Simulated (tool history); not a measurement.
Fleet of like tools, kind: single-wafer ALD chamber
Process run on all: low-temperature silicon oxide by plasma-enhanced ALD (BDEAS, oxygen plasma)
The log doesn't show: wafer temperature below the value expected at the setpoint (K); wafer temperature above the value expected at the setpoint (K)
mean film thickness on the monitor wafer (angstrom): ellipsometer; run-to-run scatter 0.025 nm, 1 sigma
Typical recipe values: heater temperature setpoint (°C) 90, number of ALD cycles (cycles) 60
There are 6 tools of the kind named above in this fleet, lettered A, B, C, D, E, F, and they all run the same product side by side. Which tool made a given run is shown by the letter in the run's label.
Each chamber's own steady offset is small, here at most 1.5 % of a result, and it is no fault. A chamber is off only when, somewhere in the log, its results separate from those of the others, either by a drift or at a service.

run,hour,heater temperature setpoint (°C),number of ALD cycles (cycles),hours since the last thermocouple change,"read-back reference wafer on the same gauge, thickness_nm",mean film thickness on the monitor wafer (angstrom)
1A,9,90,60,991,7.6221,90.088
2D,17.8,90,60,2236.2,7.6135,88.287
3E,30.9,90,60,771,7.6219,88.533
4B,38.3,90,60,930.8,7.6145,88.489
5C,50.1,90,60,480.5,7.6196,88.86
# hour 52.3: chamber A: thermocouple changed; heater temperature recalibrated
# hour 55.3: chamber D: thermocouple changed; heater temperature recalibrated
6F,62.7,90,60,830.7,7.6189,87.621
7B,70.9,90,60,963.4,7.6198,88.302
8A,81,98,56,28.8,7.6191,81.524
9D,93.1,98,56,37.9,7.6229,80.28
10E,102.3,98,56,842.4,7.6222,80.309
11F,111.5,98,56,879.5,7.6107,79.623
12C,121.6,98,56,552,7.6273,81.147
13D,132.7,98,56,77.5,7.6192,80.14
14A,145.6,90,60,93.4,7.6261,89.62
15F,155.1,90,60,923.1,7.6135,88.325
16B,167.4,90,60,1059.9,7.6198,88.392
17C,176.3,90,60,606.7,7.6158,89.518
18E,190.2,90,60,930.3,7.6195,88.239
19E,203,103,71,943.1,7.6189,100.37
20A,214.8,103,71,162.6,7.6182,101.99
21B,221.3,103,71,1113.8,7.6152,100.66
22D,234.6,103,71,179.4,7.6176,100.3
23C,243.6,103,71,674,7.6194,101.57
24F,255.3,103,71,1023.3,7.6166,100.02
25F,265.1,90,60,1033.1,7.6207,88.161
# hour 269.2: chamber B: thermocouple changed; heater temperature recalibrated
26A,275.8,82,65,223.6,7.6244,99.822
27B,289.6,82,65,20.4,7.6242,98.85
28E,296.5,82,65,1036.6,7.6161,98.321
29D,307.8,82,65,252.6,7.6171,97.967
30C,317.3,82,65,747.7,7.6127,100.82
31E,324.1,82,65,1064.2,7.6164,98.804
32D,331,90,60,275.8,7.6138,88.569
33C,339.1,90,60,769.5,7.62,90.431
34F,347.3,90,60,1115.3,7.6168,88.471
35A,356.5,90,60,304.3,7.619,89.676
36B,364.6,90,60,95.4,7.6174,88.873
37A,370.9,90,60,318.7,7.618,89.91
38E,383.7,90,60,1123.8,7.6212,89.047
39B,392.3,90,60,123.1,7.6171,88.757
40C,400.6,90,60,831,7.6179,90.446
41D,409.3,90,60,354.1,7.6225,88.93
42F,417.8,90,60,1185.8,7.6191,88.185
43C,431.4,90,60,861.8,7.6224,90.912

Read the log: is a single chamber off, either drifting away or since a service, is the gauge that measures every chamber drifting, or is nothing wrong beyond small per-chamber offsets? Name any odd chamber and what most likely caused it.

One chamber, C, drifts off from the rest bit by bit.
Likeliest cause: wafer temperature below the value expected at the setpoint (K) = 5.05.

Here are 4 candidates for chamber C's next run, each the usual settings with a change, their results left as question marks. Which one brings its results back in line with what the others give on the usual settings?
Maximum distance from the other chambers' mean on the usual settings for a result to count as in line: mean film thickness on the monitor wafer (angstrom) 0.86
44C-1,441.7,83,60,,,?
44C-2,441.7,97,60,,,?
44C-3,441.7,90,57,,,?
44C-4,441.7,89,63,,,?

Usual-settings mean across the other chambers: mean film thickness on the monitor wafer (angstrom) 88.755
run,mean film thickness on the monitor wafer (angstrom)
44C-1,93.197
44C-2,88.771
44C-3,86.435
44C-4,95.865
The answer is 44C-2, which returns the chamber to within the allowed miss of the others.
